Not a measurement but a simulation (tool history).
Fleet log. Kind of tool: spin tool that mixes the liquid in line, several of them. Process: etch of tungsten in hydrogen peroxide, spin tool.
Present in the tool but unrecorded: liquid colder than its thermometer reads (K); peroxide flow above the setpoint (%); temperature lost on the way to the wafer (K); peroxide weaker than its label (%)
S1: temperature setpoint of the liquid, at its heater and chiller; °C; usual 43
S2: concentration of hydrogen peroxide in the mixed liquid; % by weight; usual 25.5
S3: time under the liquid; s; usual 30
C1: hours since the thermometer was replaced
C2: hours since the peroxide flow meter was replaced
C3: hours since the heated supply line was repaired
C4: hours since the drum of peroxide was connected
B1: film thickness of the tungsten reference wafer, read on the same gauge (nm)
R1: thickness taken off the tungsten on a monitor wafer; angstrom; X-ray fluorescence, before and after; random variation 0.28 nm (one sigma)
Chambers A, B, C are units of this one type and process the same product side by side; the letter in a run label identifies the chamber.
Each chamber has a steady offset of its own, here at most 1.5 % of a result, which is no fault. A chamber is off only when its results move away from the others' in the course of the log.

run	hour	S1	S2	S3	C1	C2	C3	C4	B1	R1
1A	8.1	43	25.5	30	864.4	529.9	814.9	132.7	89.998	355.13
# hour 14.3: chamber C: heated supply line repaired
2B	16.8	43	25.5	30	341.6	642	2757.7	616.1	89.986	364.21
3C	22.5	43	25.5	30	1574.1	261.6	8.2	150.3	90.01	368.73
4B	27.3	43	25.5	30	352.1	652.5	2768.2	626.6	89.987	363.9
5C	34.4	43	25.5	30	1586	273.5	20.1	162.2	90.012	369.29
6A	42.3	43	25.5	30	898.6	564.1	849.1	166.9	90.007	360.24
7A	51.1	43	25.5	30	907.4	572.9	857.9	175.7	90.001	364
8B	60.4	43	25.5	30	385.2	685.6	2801.3	659.7	89.99	366.03
9C	65	43	25.5	30	1616.6	304.1	50.7	192.8	90.002	365.77
10C	71.3	43	25.5	30	1622.9	310.4	57	199.1	90.014	367.07
11B	77.9	43	25.5	30	402.7	703.1	2818.8	677.2	90.001	367.9
12A	85.4	43	25.5	30	941.7	607.2	892.2	210	89.992	359.33
13C	93.3	43	25.5	30	1644.9	332.4	79	221.1	90.017	364.4
14A	98.4	43	25.5	30	954.7	620.2	905.2	223	90.007	355.93
15B	104.3	43	25.5	30	429.1	729.5	2845.2	703.6	89.985	364.69
16B	111.5	43	25.5	30	436.3	736.7	2852.4	710.8	90.034	359.86
17C	118.8	43	25.5	30	1670.4	357.9	104.5	246.6	89.975	361.09
18A	125.7	43	25.5	30	982	647.5	932.5	250.3	89.995	363.01
19B	130.5	37.5	25.5	50	455.3	755.7	2871.4	729.8	89.984	415.83
20C	140.3	37.5	25.5	50	1691.9	379.4	126	268.1	89.977	424.83
21A	146.4	37.5	25.5	50	1002.7	668.2	953.2	271	90.003	423.38
22C	150.9	43	25.5	30	1702.5	390	136.6	278.7	90.026	361.95
23A	155.4	43	25.5	30	1011.7	677.2	962.2	280	90.013	360.69
24B	162.3	43	25.5	30	487.1	787.5	2903.2	761.6	89.994	362.22
25B	170.9	43	25.5	30	495.7	796.1	2911.8	770.2	90.025	363.11
26A	177.9	43	25.5	30	1034.2	699.7	984.7	302.5	90.013	358.75
27C	184.1	43	25.5	30	1735.7	423.2	169.8	311.9	89.984	362.11
28C	188.6	43	25.5	30	1740.2	427.7	174.3	316.4	89.996	365.86
# hour 192.3: chamber C: new drum of peroxide connected
29B	197.4	43	25.5	30	522.2	822.6	2938.3	796.7	90.015	367.48
30A	206.7	43	25.5	30	1063	728.5	1013.5	331.3	89.975	359.42
31C	212.3	43	25.5	30	1763.9	451.4	198	20.1	90.012	360.09
32A	220.1	43	25.5	30	1076.4	741.9	1026.9	344.7	89.987	358.61
33B	230.4	43	25.5	30	555.2	855.6	2971.3	829.7	89.976	365.42
34A	236.1	43	25.5	30	1092.4	757.9	1042.9	360.7	90.011	361.74
35B	244.6	43	25.5	30	569.4	869.8	2985.5	843.9	89.975	362.6
36C	250.8	43	25.5	30	1802.4	489.9	236.5	58.6	90.014	356.84
37A	257.1	43	25.5	30	1113.4	778.9	1063.9	381.7	89.996	363.81
38B	262.6	43	25.5	30	587.4	887.8	3003.5	861.9	90.014	363.14
39C	269.8	43	25.5	30	1821.4	508.9	255.5	77.6	90.016	362.83

What goes on in this fleet: one chamber off, a drifting gauge, or nothing beyond the chambers' own small offsets? Name the chamber and the cause, if any.

All chambers stay in line apart from their small fixed offsets, and the gauge does not drift.
